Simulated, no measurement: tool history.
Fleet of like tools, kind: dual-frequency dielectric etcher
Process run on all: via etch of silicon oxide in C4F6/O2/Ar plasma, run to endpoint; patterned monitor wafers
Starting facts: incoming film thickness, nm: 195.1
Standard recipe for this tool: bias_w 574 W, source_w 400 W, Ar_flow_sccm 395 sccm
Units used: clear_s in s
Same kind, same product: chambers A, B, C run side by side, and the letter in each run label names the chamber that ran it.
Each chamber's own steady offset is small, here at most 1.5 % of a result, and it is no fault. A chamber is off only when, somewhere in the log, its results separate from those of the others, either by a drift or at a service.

run     day  bias_w  source_w  Ar_flow_sccm  hours since the last wet clean  hours since the last bias power generator calibration  hours since the last source power generator calibration  hours since the last Ar flow controller change  clear_s
 1A   0.238     574       400           395                           334.0                                                 1995.9                                                   2511.3                                           341.3   42.431
 2C   0.517     574       400           395                           103.1                                                 1494.1                                                   1089.3                                          1348.4   42.617
 3B   0.958     574       400           395                           145.0                                                 3080.8                                                   2959.1                                          1315.8   42.557
 4B   1.496     574       400           395                           157.9                                                 3093.7                                                   2972.0                                          1328.7   41.923
      1.929  -- chamber A: wet clean of the chamber
 5A   1.929     574       400           395                             0.0                                                 2036.5                                                   2551.9                                           381.9   42.015
 6C   2.450     574       400           395                           149.5                                                 1540.5                                                   1135.7                                          1394.8   42.593
 7C   2.892     574       400           395                           160.1                                                 1551.1                                                   1146.3                                          1405.4   42.587
 8A   3.217     574       400           395                            30.9                                                 2067.4                                                   2582.8                                           412.8   42.354
 9B   3.721     574       400           395                           211.3                                                 3147.1                                                   3025.4                                          1382.1   42.320
10C   4.192     574       400           395                           191.3                                                 1582.3                                                   1177.5                                          1436.6   42.740
11A   4.675     574       400           395                            65.9                                                 2102.4                                                   2617.8                                           447.8   42.425
12B   5.183     574       400           395                           246.4                                                 3182.2                                                   3060.5                                          1417.2   42.375
13B   5.446     574       400           395                           252.7                                                 3188.5                                                   3066.8                                          1423.5   41.710
14A   5.933     574       400           395                            96.1                                                 2132.6                                                   2648.0                                           478.0   42.235
15C   6.325     574       400           395                           242.5                                                 1633.5                                                   1228.7                                          1487.8   42.593
16C   6.654     574       400           395                           250.4                                                 1641.4                                                   1236.6                                          1495.7   42.408
17B   7.154     574       400           395                           293.7                                                 3229.5                                                   3107.8                                          1464.5   41.825
18A   7.533     574       400           395                           134.5                                                 2171.0                                                   2686.4                                           516.4   42.141
19A   7.892     574       400           395                           143.1                                                 2179.6                                                   2695.0                                           525.0   42.397
20C   8.242     574       400           395                           288.5                                                 1679.5                                                   1274.7                                          1533.8   42.975
21B   8.708     574       400           395                           331.0                                                 3266.8                                                   3145.1                                          1501.8   42.172
22C   9.200     574       400           395                           311.5                                                 1702.5                                                   1297.7                                          1556.8   42.767
23A   9.475     574       400           395                           181.1                                                 2217.6                                                   2733.0                                           563.0   42.179
24B  10.021     574       400           395                           362.5                                                 3298.3                                                   3176.6                                          1533.3   42.252
25A  10.329     574       400           395                           201.6                                                 2238.1                                                   2753.5                                           583.5   41.654
26C  10.675     574       400           395                           346.9                                                 1737.9                                                   1333.1                                          1592.2   42.696
27B  11.217     574       400           335                           391.2                                                 3327.0                                                   3205.3                                          1562.0   41.302
28C  11.675     574       400           335                           370.9                                                 1761.9                                                   1357.1                                          1616.2   41.902
29B  11.962     574       400           335                           409.1                                                 3344.9                                                   3223.2                                          1579.9   41.630
30A  12.212     574       400           395                           246.8                                                 2283.3                                                   2798.7                                           628.7   42.262
31A  12.588     574       400           395                           255.8                                                 2292.3                                                   2807.7                                           637.7   42.762

All 3 chambers run these settings next. Forecast each chamber's results:
32A  12.979     574       400           395                                                                                                                                                                                                        ?
32B  12.979     574       400           395                                                                                                                                                                                                        ?
32C  12.979     574       400           395                                                                                                                                                                                                        ?

run  clear_s
32A   41.897
32B   42.290
32C   42.897

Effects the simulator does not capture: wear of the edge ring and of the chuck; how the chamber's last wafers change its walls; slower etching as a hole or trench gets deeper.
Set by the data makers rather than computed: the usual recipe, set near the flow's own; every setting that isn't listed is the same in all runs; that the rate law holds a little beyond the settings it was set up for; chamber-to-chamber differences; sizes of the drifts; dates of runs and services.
